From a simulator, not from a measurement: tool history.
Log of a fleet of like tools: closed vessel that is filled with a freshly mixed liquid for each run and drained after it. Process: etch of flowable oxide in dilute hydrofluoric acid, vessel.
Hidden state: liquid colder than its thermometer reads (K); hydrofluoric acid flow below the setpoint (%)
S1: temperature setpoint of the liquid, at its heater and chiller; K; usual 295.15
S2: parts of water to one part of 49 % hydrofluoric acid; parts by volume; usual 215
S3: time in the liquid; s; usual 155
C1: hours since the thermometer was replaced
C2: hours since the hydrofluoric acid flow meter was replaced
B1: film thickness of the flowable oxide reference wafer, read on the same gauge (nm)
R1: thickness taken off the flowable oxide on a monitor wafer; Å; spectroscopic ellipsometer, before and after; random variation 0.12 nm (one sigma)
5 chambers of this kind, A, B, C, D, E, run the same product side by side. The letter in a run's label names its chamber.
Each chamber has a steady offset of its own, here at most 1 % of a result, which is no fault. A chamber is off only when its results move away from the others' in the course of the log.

| run | hour | S1 | S2 | S3 | C1 | C2 | B1 | R1 |
|---|---|---|---|---|---|---|---|---|
| 1E | 8.7 | 295.15 | 215 | 155 | 23.6 | 270.2 | 90.007 | 217.29 |
| 2C | 17.5 | 295.15 | 215 | 155 | 1443.8 | 64.4 | 90.005 | 214.77 |
| 3B | 33 | 295.15 | 215 | 155 | 1292.5 | 1071.8 | 89.994 | 215.1 |
| 4A | 46.3 | 295.15 | 215 | 155 | 177.9 | 1483.2 | 89.996 | 216.18 |
| 5D | 56.4 | 295.15 | 215 | 155 | 483.1 | 491.2 | 90.012 | 215.72 |
| 6C | 67 | 295.15 | 215 | 155 | 1493.3 | 113.9 | 90.003 | 212.2 |
|  | 77.3 | chamber B: thermometer replaced |
| 7D | 79 | 295.15 | 215 | 155 | 505.7 | 513.8 | 90.017 | 214.81 |
| 8E | 87.8 | 295.15 | 215 | 155 | 102.7 | 349.3 | 89.998 | 215.18 |
| 9B | 101.7 | 295.15 | 215 | 155 | 24.5 | 1140.5 | 90.005 | 215.39 |
| 10A | 113.8 | 295.15 | 215 | 155 | 245.4 | 1550.7 | 90.009 | 216.54 |
| 11E | 121.3 | 295.15 | 215 | 155 | 136.2 | 382.8 | 90.005 | 215.95 |
| 12C | 137.4 | 295.15 | 215 | 155 | 1563.7 | 184.3 | 90.015 | 214.61 |
|  | 141.7 | chamber D: hydrofluoric acid flow meter replaced |
| 13B | 145.9 | 295.15 | 215 | 155 | 68.7 | 1184.7 | 89.991 | 215.65 |
|  | 153.5 | chamber A: hydrofluoric acid flow meter replaced |
| 14D | 155.9 | 295.15 | 215 | 155 | 582.6 | 14.2 | 90.016 | 213.13 |
| 15A | 172 | 292.65 | 270 | 155 | 303.6 | 18.5 | 89.99 | 149.35 |
| 16A | 181.9 | 292.65 | 270 | 155 | 313.5 | 28.4 | 90.002 | 148.91 |
| 17B | 195.5 | 292.65 | 270 | 155 | 118.3 | 1234.3 | 90.008 | 148.1 |
| 18D | 204.2 | 292.65 | 270 | 155 | 630.9 | 62.5 | 90 | 147.41 |
| 19E | 212.1 | 292.65 | 270 | 155 | 227 | 473.6 | 90.001 | 146.28 |
| 20C | 219.6 | 295.15 | 215 | 155 | 1645.9 | 266.5 | 90 | 214.86 |
| 21E | 229.7 | 292.15 | 215 | 95 | 244.6 | 491.2 | 89.995 | 115.32 |
| 22A | 245.8 | 292.15 | 215 | 95 | 377.4 | 92.3 | 89.997 | 117.71 |
| 23B | 253 | 292.15 | 215 | 95 | 175.8 | 1291.8 | 90.015 | 118.22 |
| 24D | 265.9 | 292.15 | 215 | 95 | 692.6 | 124.2 | 90.003 | 116.97 |
| 25C | 280 | 292.15 | 215 | 95 | 1706.3 | 326.9 | 89.991 | 117.24 |
| 26D | 292.3 | 295.15 | 215 | 155 | 719 | 150.6 | 90.01 | 215.23 |
| 27E | 303.1 | 295.15 | 215 | 155 | 318 | 564.6 | 90.002 | 208.72 |
| 28C | 313.2 | 295.15 | 215 | 105 | 1739.5 | 360.1 | 90 | 145.05 |
| 29A | 321.4 | 295.15 | 215 | 105 | 453 | 167.9 | 90.024 | 147.91 |
| 30B | 329.9 | 295.15 | 215 | 105 | 252.7 | 1368.7 | 90.001 | 146.02 |
| 31D | 340.9 | 295.15 | 215 | 105 | 767.6 | 199.2 | 90 | 147.74 |
| 32B | 350.8 | 295.15 | 215 | 105 | 273.6 | 1389.6 | 90.001 | 145.14 |
| 33C | 362.4 | 295.15 | 215 | 155 | 1788.7 | 409.3 | 90.029 | 214.85 |
| 34A | 373.9 | 295.15 | 215 | 155 | 505.5 | 220.4 | 89.994 | 217.45 |
| 35E | 385 | 295.15 | 215 | 155 | 399.9 | 646.5 | 89.983 | 206.92 |
| 36A | 393.7 | 295.15 | 215 | 155 | 525.3 | 240.2 | 90.006 | 218.49 |
| 37B | 401.6 | 295.15 | 215 | 155 | 324.4 | 1440.4 | 90.001 | 215.58 |
| 38D | 417.8 | 295.15 | 215 | 155 | 844.5 | 276.1 | 89.999 | 214.77 |
| 39E | 427.1 | 295.15 | 215 | 155 | 442 | 688.6 | 89.986 | 203.44 |
| 40C | 437.5 | 295.15 | 215 | 155 | 1863.8 | 484.4 | 90.004 | 217.11 |
| 41E | 445.3 | 295.15 | 215 | 155 | 460.2 | 706.8 | 90.006 | 202.96 |
| 42C | 457.5 | 295.15 | 215 | 155 | 1883.8 | 504.4 | 89.992 | 215.56 |
| 43D | 471.9 | 295.15 | 215 | 155 | 898.6 | 330.2 | 90 | 217.5 |

All 5 chambers run these settings next. Forecast each chamber's results:
| 44A | 483.9 | 295.15 | 155 | 155 |  |  |  | ? |
| 44B | 483.9 | 295.15 | 155 | 155 |  |  |  | ? |
| 44C | 483.9 | 295.15 | 155 | 155 |  |  |  | ? |
| 44D | 483.9 | 295.15 | 155 | 155 |  |  |  | ? |
| 44E | 483.9 | 295.15 | 155 | 155 |  |  |  | ? |

| run | R1 |
|---|---|
| 44A | 321.27 |
| 44B | 321.27 |
| 44C | 318.5 |
| 44D | 320.35 |
| 44E | 298.95 |

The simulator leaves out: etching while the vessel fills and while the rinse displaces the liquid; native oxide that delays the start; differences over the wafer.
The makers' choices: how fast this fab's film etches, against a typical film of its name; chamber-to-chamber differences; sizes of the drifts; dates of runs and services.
